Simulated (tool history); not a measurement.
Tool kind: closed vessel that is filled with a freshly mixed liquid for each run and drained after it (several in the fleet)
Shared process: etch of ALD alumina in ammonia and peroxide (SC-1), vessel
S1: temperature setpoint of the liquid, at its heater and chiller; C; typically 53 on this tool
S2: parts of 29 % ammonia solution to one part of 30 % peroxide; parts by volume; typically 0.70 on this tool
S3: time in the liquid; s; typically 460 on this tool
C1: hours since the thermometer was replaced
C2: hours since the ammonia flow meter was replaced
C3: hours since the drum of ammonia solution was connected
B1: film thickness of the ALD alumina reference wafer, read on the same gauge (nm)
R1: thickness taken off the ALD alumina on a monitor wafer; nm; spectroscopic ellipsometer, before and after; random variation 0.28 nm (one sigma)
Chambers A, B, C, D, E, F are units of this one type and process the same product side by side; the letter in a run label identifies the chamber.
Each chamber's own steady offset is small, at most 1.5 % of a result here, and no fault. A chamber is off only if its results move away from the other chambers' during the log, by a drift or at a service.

-- hour=4.2 chamber E: new drum of ammonia solution connected
run 1F hour=9.4 | S1=53 S2=0.70 S3=460 | C1=1145.2 C2=912.1 C3=783.6 | B1=89.960 | R1=36.907
run 2D hour=18.4 | S1=53 S2=0.70 S3=460 | C1=80.6 C2=1330.6 C3=514.8 | B1=90.053 | R1=36.702
run 3C hour=25.1 | S1=53 S2=0.70 S3=460 | C1=523.5 C2=1188.6 C3=944.8 | B1=90.037 | R1=36.745
-- hour=29.3 chamber F: thermometer replaced
-- hour=29.4 chamber C: new drum of ammonia solution connected
run 4A hour=36.7 | S1=53 S2=0.70 S3=460 | C1=485.5 C2=1625.5 C3=132.7 | B1=89.949 | R1=36.995
-- hour=41.4 chamber F: new drum of ammonia solution connected
run 5B hour=43.4 | S1=53 S2=0.95 S3=460 | C1=1397.5 C2=892.6 C3=787.3 | B1=90.013 | R1=37.390
run 6E hour=55.7 | S1=53 S2=0.95 S3=460 | C1=1635.7 C2=428.1 C3=51.6 | B1=90.008 | R1=38.363
run 7E hour=62.5 | S1=53 S2=0.95 S3=460 | C1=1642.5 C2=434.9 C3=58.4 | B1=90.026 | R1=37.268
run 8A hour=68.8 | S1=53 S2=0.95 S3=460 | C1=517.6 C2=1657.6 C3=164.8 | B1=89.971 | R1=38.679
run 9F hour=79.1 | S1=53 S2=0.95 S3=460 | C1=49.8 C2=981.8 C3=37.7 | B1=89.960 | R1=38.506
run 10C hour=89.6 | S1=53 S2=0.95 S3=460 | C1=588.0 C2=1253.1 C3=60.2 | B1=89.946 | R1=37.449
run 11B hour=101.3 | S1=53 S2=0.70 S3=460 | C1=1455.4 C2=950.5 C3=845.2 | B1=90.012 | R1=36.672
run 12D hour=107.9 | S1=53 S2=0.70 S3=460 | C1=170.1 C2=1420.1 C3=604.3 | B1=89.981 | R1=36.538
run 13B hour=119.5 | S1=53 S2=0.70 S3=460 | C1=1473.6 C2=968.7 C3=863.4 | B1=90.029 | R1=36.727
run 14D hour=127.2 | S1=50 S2=0.70 S3=460 | C1=189.4 C2=1439.4 C3=623.6 | B1=90.036 | R1=31.968
run 15F hour=135.4 | S1=50 S2=0.70 S3=460 | C1=106.1 C2=1038.1 C3=94.0 | B1=89.978 | R1=31.413
-- hour=139.7 chamber B: new drum of ammonia solution connected
run 16A hour=146.9 | S1=50 S2=0.70 S3=460 | C1=595.7 C2=1735.7 C3=242.9 | B1=90.014 | R1=31.495
-- hour=149.9 chamber A: ammonia flow meter replaced
run 17C hour=159.3 | S1=50 S2=0.70 S3=460 | C1=657.7 C2=1322.8 C3=129.9 | B1=90.050 | R1=31.127
-- hour=160.5 chamber A: new drum of ammonia solution connected
run 18E hour=170.6 | S1=50 S2=0.70 S3=460 | C1=1750.6 C2=543.0 C3=166.5 | B1=89.978 | R1=30.917
run 19C hour=176.6 | S1=50 S2=0.70 S3=460 | C1=675.0 C2=1340.1 C3=147.2 | B1=89.982 | R1=30.935
run 20E hour=188.2 | S1=53 S2=0.70 S3=460 | C1=1768.2 C2=560.6 C3=184.1 | B1=90.011 | R1=36.763
run 21B hour=196.3 | S1=53 S2=0.70 S3=460 | C1=1550.4 C2=1045.5 C3=56.7 | B1=90.002 | R1=36.914
run 22D hour=206.3 | S1=53 S2=0.70 S3=460 | C1=268.5 C2=1518.5 C3=702.7 | B1=89.982 | R1=37.049
run 23F hour=218.4 | S1=53 S2=0.50 S3=720 | C1=189.1 C2=1121.1 C3=177.0 | B1=90.008 | R1=55.753
run 24A hour=227.2 | S1=53 S2=0.50 S3=720 | C1=676.0 C2=77.3 C3=66.7 | B1=90.004 | R1=56.737
-- hour=230.7 chamber C: thermometer replaced
run 25B hour=238.0 | S1=53 S2=0.50 S3=720 | C1=1592.1 C2=1087.2 C3=98.4 | B1=90.011 | R1=55.681
-- hour=247.5 chamber D: new drum of ammonia solution connected
run 26D hour=247.5 | S1=53 S2=0.50 S3=720 | C1=309.7 C2=1559.7 C3=0.1 | B1=89.962 | R1=55.517
run 27F hour=257.9 | S1=53 S2=0.50 S3=720 | C1=228.6 C2=1160.6 C3=216.5 | B1=89.989 | R1=56.660
run 28C hour=263.8 | S1=53 S2=0.50 S3=720 | C1=33.1 C2=1427.3 C3=234.4 | B1=90.036 | R1=54.817
run 29E hour=276.0 | S1=53 S2=0.70 S3=460 | C1=1856.0 C2=648.4 C3=271.9 | B1=90.017 | R1=36.324
run 30A hour=283.0 | S1=60 S2=0.70 S3=700 | C1=731.8 C2=133.1 C3=122.5 | B1=90.017 | R1=81.680
run 31A hour=292.7 | S1=60 S2=0.70 S3=700 | C1=741.5 C2=142.8 C3=132.2 | B1=89.988 | R1=82.884
run 32F hour=304.2 | S1=60 S2=0.70 S3=700 | C1=274.9 C2=1206.9 C3=262.8 | B1=90.015 | R1=82.245
run 33D hour=314.5 | S1=60 S2=0.70 S3=700 | C1=376.7 C2=1626.7 C3=67.1 | B1=90.012 | R1=80.958
run 34B hour=324.3 | S1=60 S2=0.70 S3=700 | C1=1678.4 C2=1173.5 C3=184.7 | B1=90.020 | R1=79.291
run 35E hour=331.4 | S1=60 S2=0.70 S3=700 | C1=1911.4 C2=703.8 C3=327.3 | B1=89.999 | R1=80.576
run 36C hour=344.5 | S1=53 S2=0.70 S3=460 | C1=113.8 C2=1508.0 C3=315.1 | B1=90.040 | R1=37.124
run 37B hour=354.7 | S1=53 S2=0.70 S3=460 | C1=1708.8 C2=1203.9 C3=215.1 | B1=90.043 | R1=36.288
run 38E hour=361.1 | S1=53 S2=0.70 S3=460 | C1=1941.1 C2=733.5 C3=357.0 | B1=90.016 | R1=36.816
run 39D hour=371.4 | S1=53 S2=0.70 S3=460 | C1=433.6 C2=1683.6 C3=124.0 | B1=89.947 | R1=36.858
run 40F hour=380.7 | S1=53 S2=0.70 S3=365 | C1=351.4 C2=1283.4 C3=339.3 | B1=89.973 | R1=29.549
run 41A hour=389.9 | S1=53 S2=0.70 S3=365 | C1=838.7 C2=240.0 C3=229.4 | B1=89.982 | R1=29.371
run 42C hour=401.5 | S1=53 S2=0.70 S3=365 | C1=170.8 C2=1565.0 C3=372.1 | B1=90.029 | R1=28.988
run 43F hour=411.3 | S1=53 S2=0.70 S3=365 | C1=382.0 C2=1314.0 C3=369.9 | B1=89.988 | R1=29.410

Each of the 6 chambers runs these same settings next. Fill in every chamber's results:
run 44A hour=421.1 | S1=53 S2=0.70 S3=460 | R1=?
run 44B hour=421.1 | S1=53 S2=0.70 S3=460 | R1=?
run 44C hour=421.1 | S1=53 S2=0.70 S3=460 | R1=?
run 44D hour=421.1 | S1=53 S2=0.70 S3=460 | R1=?
run 44E hour=421.1 | S1=53 S2=0.70 S3=460 | R1=?
run 44F hour=421.1 | S1=53 S2=0.70 S3=460 | R1=?

run=44A R1=37.959
run=44B R1=36.399
run=44C R1=36.817
run=44D R1=36.755
run=44E R1=37.051
run=44F R1=36.681
